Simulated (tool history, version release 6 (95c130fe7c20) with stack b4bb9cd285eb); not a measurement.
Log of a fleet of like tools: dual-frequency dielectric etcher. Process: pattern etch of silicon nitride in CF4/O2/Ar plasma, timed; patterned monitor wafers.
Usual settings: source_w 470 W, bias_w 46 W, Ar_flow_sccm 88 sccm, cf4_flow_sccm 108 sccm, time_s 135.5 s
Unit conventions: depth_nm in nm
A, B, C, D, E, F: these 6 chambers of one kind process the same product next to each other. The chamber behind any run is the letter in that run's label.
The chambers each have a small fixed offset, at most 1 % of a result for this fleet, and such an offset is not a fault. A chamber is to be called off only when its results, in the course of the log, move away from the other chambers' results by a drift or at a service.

| run | hour | source_w | bias_w | Ar_flow_sccm | cf4_flow_sccm | time_s | hours since the last wet clean | hours since the last source power generator calibration | hours since the last bias power generator calibration | hours since the last Ar flow controller change | hours since the last CF4 flow controller change | read-back reference wafer on the same gauge, depth_nm | depth_nm |
|---|---|---|---|---|---|---|---|---|---|---|---|---|---|
| 1A | 5.2 | 470 | 46 | 88 | 108 | 135.5 | 268.6 | 3159.7 | 237.8 | 1359.1 | 2857.4 | 225.99 | 241.86 |
| 2B | 8.4 | 470 | 46 | 88 | 108 | 135.5 | 115.6 | 2358.9 | 1196.8 | 2326.2 | 2594.0 | 225.97 | 241.83 |
| 3D | 11.7 | 470 | 46 | 88 | 108 | 135.5 | 297.6 | 1940.1 | 839.7 | 1062.1 | 2044.9 | 226.10 | 242.66 |
| 4F | 15.6 | 470 | 46 | 88 | 108 | 135.5 | 322.0 | 2186.5 | 659.9 | 1657.2 | 752.7 | 226.04 | 241.83 |
|  | 17.0 | chamber E: wet clean of the chamber |
| 5C | 20.9 | 470 | 46 | 88 | 108 | 135.5 | 212.8 | 193.1 | 1009.8 | 1161.3 | 2822.0 | 226.20 | 242.40 |
| 6E | 26.7 | 580 | 46 | 77 | 108 | 135.5 | 9.7 | 820.0 | 3657.6 | 659.5 | 732.9 | 226.19 | 296.94 |
| 7D | 29.8 | 580 | 46 | 77 | 108 | 135.5 | 315.7 | 1958.2 | 857.8 | 1080.2 | 2063.0 | 226.14 | 295.94 |
| 8C | 33.2 | 580 | 46 | 77 | 108 | 135.5 | 225.1 | 205.4 | 1022.1 | 1173.6 | 2834.3 | 226.22 | 294.81 |
| 9F | 38.9 | 580 | 46 | 77 | 108 | 135.5 | 345.3 | 2209.8 | 683.2 | 1680.5 | 776.0 | 226.21 | 296.85 |
| 10B | 43.6 | 580 | 46 | 77 | 108 | 135.5 | 150.8 | 2394.1 | 1232.0 | 2361.4 | 2629.2 | 226.23 | 295.12 |
| 11E | 46.7 | 580 | 46 | 77 | 108 | 135.5 | 29.7 | 840.0 | 3677.6 | 679.5 | 752.9 | 226.29 | 297.19 |
| 12A | 50.3 | 470 | 46 | 88 | 108 | 135.5 | 313.7 | 3204.8 | 282.9 | 1404.2 | 2902.5 | 226.35 | 241.41 |
| 13D | 54.7 | 470 | 46 | 88 | 108 | 135.5 | 340.6 | 1983.1 | 882.7 | 1105.1 | 2087.9 | 226.37 | 243.07 |
| 14C | 58.8 | 470 | 46 | 88 | 108 | 135.5 | 250.7 | 231.0 | 1047.7 | 1199.2 | 2859.9 | 226.32 | 242.40 |
| 15B | 62.5 | 470 | 46 | 88 | 108 | 135.5 | 169.7 | 2413.0 | 1250.9 | 2380.3 | 2648.1 | 226.39 | 242.04 |
| 16F | 66.4 | 470 | 46 | 88 | 108 | 135.5 | 372.8 | 2237.3 | 710.7 | 1708.0 | 803.5 | 226.43 | 242.39 |
| 17A | 71.3 | 470 | 46 | 88 | 108 | 135.5 | 334.7 | 3225.8 | 303.9 | 1425.2 | 2923.5 | 226.43 | 241.73 |
| 18E | 75.0 | 470 | 46 | 88 | 108 | 135.5 | 58.0 | 868.3 | 3705.9 | 707.8 | 781.2 | 226.41 | 242.39 |
| 19C | 79.2 | 470 | 46 | 88 | 108 | 135.5 | 271.1 | 251.4 | 1068.1 | 1219.6 | 2880.3 | 226.46 | 242.26 |
| 20E | 83.6 | 470 | 46 | 88 | 108 | 135.5 | 66.6 | 876.9 | 3714.5 | 716.4 | 789.8 | 226.55 | 242.79 |
| 21A | 90.2 | 470 | 46 | 88 | 108 | 135.5 | 353.6 | 3244.7 | 322.8 | 1444.1 | 2942.4 | 226.57 | 241.21 |
|  | 93.0 | chamber A: CF4 flow controller replaced |
| 22D | 96.2 | 470 | 46 | 88 | 108 | 135.5 | 382.1 | 2024.6 | 924.2 | 1146.6 | 2129.4 | 226.55 | 243.16 |
| 23B | 99.5 | 470 | 46 | 88 | 108 | 135.5 | 206.7 | 2450.0 | 1287.9 | 2417.3 | 2685.1 | 226.57 | 242.24 |
|  | 102.3 | chamber E: bias power generator calibrated |
| 24F | 105.9 | 470 | 46 | 88 | 108 | 135.5 | 412.3 | 2276.8 | 750.2 | 1747.5 | 843.0 | 226.66 | 242.29 |
| 25D | 112.3 | 470 | 46 | 88 | 108 | 135.5 | 398.2 | 2040.7 | 940.3 | 1162.7 | 2145.5 | 226.67 | 242.79 |
| 26C | 116.5 | 470 | 46 | 88 | 108 | 135.5 | 308.4 | 288.7 | 1105.4 | 1256.9 | 2917.6 | 226.75 | 242.96 |
| 27E | 121.9 | 470 | 46 | 88 | 108 | 135.5 | 104.9 | 915.2 | 19.7 | 754.7 | 828.1 | 226.65 | 243.67 |
| 28A | 126.1 | 470 | 35 | 88 | 125 | 135.5 | 389.5 | 3280.6 | 358.7 | 1480.0 | 33.2 | 226.82 | 223.73 |
| 29F | 130.9 | 470 | 35 | 88 | 125 | 135.5 | 437.3 | 2301.8 | 775.2 | 1772.5 | 868.0 | 226.83 | 224.39 |
| 30B | 136.2 | 470 | 35 | 88 | 125 | 135.5 | 243.4 | 2486.7 | 1324.6 | 2454.0 | 2721.8 | 226.87 | 224.59 |
| 31C | 139.8 | 470 | 35 | 88 | 125 | 135.5 | 331.7 | 312.0 | 1128.7 | 1280.2 | 2940.9 | 226.77 | 224.43 |
| 32D | 143.3 | 470 | 35 | 88 | 125 | 135.5 | 429.2 | 2071.7 | 971.3 | 1193.7 | 2176.5 | 226.85 | 225.56 |
| 33B | 148.4 | 470 | 35 | 88 | 125 | 135.5 | 255.6 | 2498.9 | 1336.8 | 2466.2 | 2734.0 | 226.89 | 224.05 |
| 34F | 151.7 | 470 | 46 | 88 | 108 | 135.5 | 458.1 | 2322.6 | 796.0 | 1793.3 | 888.8 | 226.96 | 242.63 |
| 35A | 156.8 | 470 | 46 | 88 | 108 | 135.5 | 420.2 | 3311.3 | 389.4 | 1510.7 | 63.9 | 226.98 | 242.22 |
| 36E | 160.0 | 470 | 46 | 88 | 108 | 135.5 | 143.0 | 953.3 | 57.8 | 792.8 | 866.2 | 226.92 | 243.39 |
| 37F | 163.0 | 470 | 42 | 88 | 108 | 135.5 | 469.4 | 2333.9 | 807.3 | 1804.6 | 900.1 | 226.94 | 234.84 |
| 38A | 167.1 | 470 | 42 | 88 | 108 | 135.5 | 430.5 | 3321.6 | 399.7 | 1521.0 | 74.2 | 227.02 | 234.40 |
| 39E | 171.6 | 470 | 42 | 88 | 108 | 135.5 | 154.6 | 964.9 | 69.4 | 804.4 | 877.8 | 227.05 | 235.48 |
| 40C | 177.1 | 470 | 42 | 88 | 108 | 135.5 | 369.0 | 349.3 | 1166.0 | 1317.5 | 2978.2 | 227.07 | 235.22 |
| 41D | 183.0 | 470 | 42 | 88 | 108 | 135.5 | 468.9 | 2111.4 | 1011.0 | 1233.4 | 2216.2 | 227.11 | 236.47 |
| 42B | 185.9 | 470 | 42 | 88 | 108 | 135.5 | 293.1 | 2536.4 | 1374.3 | 2503.7 | 2771.5 | 227.12 | 235.33 |

All 6 chambers run these settings next. Forecast each chamber's results:
| 43A | 190.6 | 470 | 46 | 88 | 108 | 135.5 |  |  |  |  |  |  | ? |
| 43B | 190.6 | 470 | 46 | 88 | 108 | 135.5 |  |  |  |  |  |  | ? |
| 43C | 190.6 | 470 | 46 | 88 | 108 | 135.5 |  |  |  |  |  |  | ? |
| 43D | 190.6 | 470 | 46 | 88 | 108 | 135.5 |  |  |  |  |  |  | ? |
| 43E | 190.6 | 470 | 46 | 88 | 108 | 135.5 |  |  |  |  |  |  | ? |
| 43F | 190.6 | 470 | 46 | 88 | 108 | 135.5 |  |  |  |  |  |  | ? |

| run | depth_nm |
|---|---|
| 43A | 242.24 |
| 43B | 243.05 |
| 43C | 243.41 |
| 43D | 243.76 |
| 43E | 243.98 |
| 43F | 243.33 |

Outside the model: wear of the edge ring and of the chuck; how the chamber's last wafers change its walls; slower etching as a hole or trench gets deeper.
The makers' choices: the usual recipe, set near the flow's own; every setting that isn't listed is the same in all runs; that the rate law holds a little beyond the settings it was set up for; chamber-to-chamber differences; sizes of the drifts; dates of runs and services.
